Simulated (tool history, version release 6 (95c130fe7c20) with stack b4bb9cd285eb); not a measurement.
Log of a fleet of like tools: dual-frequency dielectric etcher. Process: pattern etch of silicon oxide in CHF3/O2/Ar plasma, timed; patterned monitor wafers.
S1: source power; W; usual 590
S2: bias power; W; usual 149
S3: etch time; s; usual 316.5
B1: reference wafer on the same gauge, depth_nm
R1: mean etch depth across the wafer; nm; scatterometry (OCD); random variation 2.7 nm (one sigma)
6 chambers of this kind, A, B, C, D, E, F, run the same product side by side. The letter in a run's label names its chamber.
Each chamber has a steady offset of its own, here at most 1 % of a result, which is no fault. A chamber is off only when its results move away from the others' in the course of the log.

{"run": "1B", "hour": 5.0, "S1": 590, "S2": 149, "S3": 316.5, "B1": 510.91, "R1": 585.07}
{"run": "2F", "hour": 9.7, "S1": 590, "S2": 149, "S3": 316.5, "B1": 511.35, "R1": 585.34}
{"hour": 10.0, "done": "chamber C: wet clean of the chamber"}
{"run": "3D", "hour": 14.4, "S1": 590, "S2": 149, "S3": 316.5, "B1": 511.76, "R1": 580.31}
{"run": "4A", "hour": 19.7, "S1": 590, "S2": 149, "S3": 316.5, "B1": 511.07, "R1": 584.94}
{"run": "5C", "hour": 24.4, "S1": 590, "S2": 149, "S3": 316.5, "B1": 511.48, "R1": 582.35}
{"run": "6E", "hour": 27.4, "S1": 590, "S2": 149, "S3": 316.5, "B1": 511.17, "R1": 588.24}
{"run": "7A", "hour": 31.5, "S1": 590, "S2": 149, "S3": 316.5, "B1": 510.75, "R1": 583.67}
{"run": "8D", "hour": 35.5, "S1": 590, "S2": 149, "S3": 316.5, "B1": 510.67, "R1": 575.96}
{"hour": 38.2, "done": "chamber A: wet clean of the chamber"}
{"run": "9F", "hour": 38.3, "S1": 590, "S2": 149, "S3": 316.5, "B1": 510.64, "R1": 584.76}
{"run": "10E", "hour": 43.2, "S1": 590, "S2": 149, "S3": 316.5, "B1": 510.71, "R1": 592.58}
{"run": "11B", "hour": 46.8, "S1": 590, "S2": 149, "S3": 316.5, "B1": 511.2, "R1": 584.83}
{"run": "12C", "hour": 49.8, "S1": 590, "S2": 149, "S3": 316.5, "B1": 510.63, "R1": 582.19}
{"hour": 52.3, "done": "chamber D: wet clean of the chamber"}
{"run": "13D", "hour": 54.2, "S1": 590, "S2": 149, "S3": 316.5, "B1": 511.47, "R1": 599.42}
{"run": "14A", "hour": 58.1, "S1": 590, "S2": 149, "S3": 316.5, "B1": 510.36, "R1": 582}
{"run": "15E", "hour": 62.6, "S1": 590, "S2": 149, "S3": 316.5, "B1": 511.04, "R1": 586.09}
{"run": "16B", "hour": 65.9, "S1": 590, "S2": 149, "S3": 316.5, "B1": 510.51, "R1": 585.94}
{"run": "17C", "hour": 71.4, "S1": 590, "S2": 149, "S3": 316.5, "B1": 511.14, "R1": 583.21}
{"run": "18F", "hour": 76.1, "S1": 590, "S2": 149, "S3": 316.5, "B1": 511.13, "R1": 586.76}
{"run": "19C", "hour": 78.5, "S1": 590, "S2": 149, "S3": 316.5, "B1": 510.51, "R1": 584.89}
{"run": "20A", "hour": 81.6, "S1": 590, "S2": 149, "S3": 316.5, "B1": 510.96, "R1": 584.31}
{"run": "21D", "hour": 85.8, "S1": 590, "S2": 149, "S3": 316.5, "B1": 510.9, "R1": 601.89}
{"run": "22B", "hour": 88.7, "S1": 590, "S2": 149, "S3": 316.5, "B1": 510.85, "R1": 583.53}
{"run": "23E", "hour": 91.5, "S1": 590, "S2": 149, "S3": 316.5, "B1": 510.74, "R1": 591.37}
{"hour": 92.5, "done": "chamber A: source power generator calibrated"}
{"run": "24F", "hour": 95.0, "S1": 590, "S2": 149, "S3": 316.5, "B1": 511.09, "R1": 590.7}
{"run": "25D", "hour": 97.8, "S1": 590, "S2": 149, "S3": 316.5, "B1": 510.95, "R1": 596.93}
{"run": "26A", "hour": 100.5, "S1": 590, "S2": 149, "S3": 316.5, "B1": 511.28, "R1": 580.62}
{"run": "27E", "hour": 105.1, "S1": 590, "S2": 149, "S3": 316.5, "B1": 511.04, "R1": 592.15}
{"run": "28F", "hour": 109.2, "S1": 590, "S2": 149, "S3": 316.5, "B1": 510.96, "R1": 584.5}
{"run": "29B", "hour": 114.4, "S1": 590, "S2": 149, "S3": 316.5, "B1": 511.36, "R1": 581.72}
{"run": "30C", "hour": 119.8, "S1": 590, "S2": 149, "S3": 316.5, "B1": 510.88, "R1": 582.13}
{"run": "31E", "hour": 122.2, "S1": 590, "S2": 149, "S3": 316.5, "B1": 511.08, "R1": 590.34}
{"run": "32A", "hour": 125.0, "S1": 590, "S2": 149, "S3": 316.5, "B1": 510.9, "R1": 577.53}
{"run": "33F", "hour": 128.9, "S1": 590, "S2": 149, "S3": 316.5, "B1": 511.45, "R1": 586.67}
{"run": "34D", "hour": 133.5, "S1": 590, "S2": 149, "S3": 316.5, "B1": 511.58, "R1": 602.55}
{"run": "35B", "hour": 138.3, "S1": 590, "S2": 149, "S3": 316.5, "B1": 511.28, "R1": 591.46}
{"hour": 140.4, "done": "chamber C: source power generator calibrated"}
{"run": "36C", "hour": 142.4, "S1": 590, "S2": 123, "S3": 259, "B1": 511.02, "R1": 450.5}
{"run": "37C", "hour": 146.9, "S1": 590, "S2": 123, "S3": 259, "B1": 511.11, "R1": 445.45}

All 6 chambers run these settings next. Forecast each chamber's results:
{"run": "38A", "hour": 150.8, "S1": 590, "S2": 149, "S3": 268.5, "R1": "?"}
{"run": "38B", "hour": 150.8, "S1": 590, "S2": 149, "S3": 268.5, "R1": "?"}
{"run": "38C", "hour": 150.8, "S1": 590, "S2": 149, "S3": 268.5, "R1": "?"}
{"run": "38D", "hour": 150.8, "S1": 590, "S2": 149, "S3": 268.5, "R1": "?"}
{"run": "38E", "hour": 150.8, "S1": 590, "S2": 149, "S3": 268.5, "R1": "?"}
{"run": "38F", "hour": 150.8, "S1": 590, "S2": 149, "S3": 268.5, "R1": "?"}

run=38A R1=492.92
run=38B R1=498.31
run=38C R1=495.38
run=38D R1=511.47
run=38E R1=499.97
run=38F R1=500.97

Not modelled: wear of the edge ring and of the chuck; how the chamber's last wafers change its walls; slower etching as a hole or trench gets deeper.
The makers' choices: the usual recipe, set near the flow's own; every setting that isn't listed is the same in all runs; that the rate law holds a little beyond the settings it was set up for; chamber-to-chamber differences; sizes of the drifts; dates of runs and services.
